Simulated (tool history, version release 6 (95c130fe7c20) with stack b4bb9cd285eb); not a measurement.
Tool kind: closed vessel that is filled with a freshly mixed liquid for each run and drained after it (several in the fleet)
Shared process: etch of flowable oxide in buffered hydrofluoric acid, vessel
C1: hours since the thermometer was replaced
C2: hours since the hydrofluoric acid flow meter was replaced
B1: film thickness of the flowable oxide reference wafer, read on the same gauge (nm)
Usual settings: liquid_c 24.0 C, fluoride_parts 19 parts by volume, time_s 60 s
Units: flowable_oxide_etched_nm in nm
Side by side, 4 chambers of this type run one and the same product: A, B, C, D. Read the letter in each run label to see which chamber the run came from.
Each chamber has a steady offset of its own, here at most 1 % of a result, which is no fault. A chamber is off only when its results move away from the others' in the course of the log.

Run 1D, hour 3.8: usual settings; C1 1375.0; C2 317.6; B1 150.00. Result: flowable_oxide_etched_nm 108.830 nm.
Run 2A, hour 7.5: usual settings; C1 1898.5; C2 616.4; B1 150.01. Result: flowable_oxide_etched_nm 106.910 nm.
Run 3B, hour 12.1: usual settings; C1 1713.4; C2 1250.4; B1 149.98. Result: flowable_oxide_etched_nm 106.830 nm.
Run 4C, hour 16.9: usual settings; C1 228.9; C2 209.6; B1 150.02. Result: flowable_oxide_etched_nm 108.480 nm.
Run 5B, hour 21.1: usual settings but fluoride_parts 23 parts by volume; C1 1722.4; C2 1259.4; B1 150.01. Result: flowable_oxide_etched_nm 91.543 nm.
Run 6D, hour 26.5: usual settings but fluoride_parts 23 parts by volume; C1 1397.7; C2 340.3; B1 150.03. Result: flowable_oxide_etched_nm 93.407 nm.
Run 7C, hour 31.2: usual settings but fluoride_parts 23 parts by volume; C1 243.2; C2 223.9; B1 150.00. Result: flowable_oxide_etched_nm 94.193 nm.
Run 8A, hour 34.9: usual settings but fluoride_parts 23 parts by volume; C1 1925.9; C2 643.8; B1 150.06. Result: flowable_oxide_etched_nm 92.572 nm.
Run 9B, hour 42.0: usual settings but liquid_c 28.5 C; C1 1743.3; C2 1280.3; B1 150.02. Result: flowable_oxide_etched_nm 136.190 nm.
Run 10C, hour 47.2: usual settings but liquid_c 28.5 C; C1 259.2; C2 239.9; B1 149.97. Result: flowable_oxide_etched_nm 137.300 nm.
Run 11A, hour 54.4: usual settings but liquid_c 28.5 C; C1 1945.4; C2 663.3; B1 149.99. Result: flowable_oxide_etched_nm 136.870 nm.
Run 12D, hour 60.1: usual settings but liquid_c 28.5 C; C1 1431.3; C2 373.9; B1 149.99. Result: flowable_oxide_etched_nm 134.460 nm.
Run 13B, hour 65.6: usual settings; C1 1766.9; C2 1303.9; B1 149.98. Result: flowable_oxide_etched_nm 105.910 nm.
Run 14A, hour 70.5: usual settings; C1 1961.5; C2 679.4; B1 150.02. Result: flowable_oxide_etched_nm 110.410 nm.
Run 15D, hour 75.7: usual settings; C1 1446.9; C2 389.5; B1 150.03. Result: flowable_oxide_etched_nm 104.170 nm.
Run 16C, hour 82.9: usual settings; C1 294.9; C2 275.6; B1 149.98. Result: flowable_oxide_etched_nm 108.130 nm.
Run 17D, hour 90.5: usual settings; C1 1461.7; C2 404.3; B1 150.03. Result: flowable_oxide_etched_nm 102.910 nm.
Run 18C, hour 95.9: usual settings; C1 307.9; C2 288.6; B1 150.00. Result: flowable_oxide_etched_nm 107.440 nm.
Run 19B, hour 100.1: usual settings; C1 1801.4; C2 1338.4; B1 150.02. Result: flowable_oxide_etched_nm 107.410 nm.
Run 20A, hour 106.9: usual settings but liquid_c 26.0 C, time_s 35 s; C1 1997.9; C2 715.8; B1 149.99. Result: flowable_oxide_etched_nm 69.790 nm.
Run 21B, hour 112.1: usual settings but liquid_c 26.0 C, time_s 35 s; C1 1813.4; C2 1350.4; B1 149.99. Result: flowable_oxide_etched_nm 69.741 nm.
Run 22C, hour 116.5: usual settings but liquid_c 26.0 C, time_s 35 s; C1 328.5; C2 309.2; B1 150.01. Result: flowable_oxide_etched_nm 70.704 nm.
Run 23D, hour 121.9: usual settings but liquid_c 26.0 C, time_s 35 s; C1 1493.1; C2 435.7; B1 150.00. Result: flowable_oxide_etched_nm 67.078 nm.
Run 24A, hour 129.7: usual settings; C1 2020.7; C2 738.6; B1 150.01. Result: flowable_oxide_etched_nm 106.730 nm.
Run 25D, hour 135.5: usual settings; C1 1506.7; C2 449.3; B1 150.00. Result: flowable_oxide_etched_nm 99.696 nm.
Run 26A, hour 142.8: usual settings; C1 2033.8; C2 751.7; B1 150.03. Result: flowable_oxide_etched_nm 108.360 nm.
Run 27C, hour 150.1: usual settings; C1 362.1; C2 342.8; B1 150.00. Result: flowable_oxide_etched_nm 106.890 nm.
Run 28B, hour 156.8: usual settings; C1 1858.1; C2 1395.1; B1 150.03. Result: flowable_oxide_etched_nm 106.040 nm.
Run 29D, hour 161.1: usual settings; C1 1532.3; C2 474.9; B1 149.98. Result: flowable_oxide_etched_nm 98.356 nm.
Run 30C, hour 165.1: usual settings; C1 377.1; C2 357.8; B1 149.98. Result: flowable_oxide_etched_nm 106.970 nm.
Run 31B, hour 172.4: usual settings; C1 1873.7; C2 1410.7; B1 149.98. Result: flowable_oxide_etched_nm 105.990 nm.
Run 32A, hour 177.9: usual settings; C1 2068.9; C2 786.8; B1 149.96. Result: flowable_oxide_etched_nm 108.220 nm.

Next, every chamber runs the same settings. What will each give?
Run 33A, hour 183.6: usual settings. Result: flowable_oxide_etched_nm ?.
Run 33B, hour 183.6: usual settings. Result: flowable_oxide_etched_nm ?.
Run 33C, hour 183.6: usual settings. Result: flowable_oxide_etched_nm ?.
Run 33D, hour 183.6: usual settings. Result: flowable_oxide_etched_nm ?.

run  flowable_oxide_etched_nm
33A                   108.050
33B                   107.060
33C                   107.650
33D                    96.497

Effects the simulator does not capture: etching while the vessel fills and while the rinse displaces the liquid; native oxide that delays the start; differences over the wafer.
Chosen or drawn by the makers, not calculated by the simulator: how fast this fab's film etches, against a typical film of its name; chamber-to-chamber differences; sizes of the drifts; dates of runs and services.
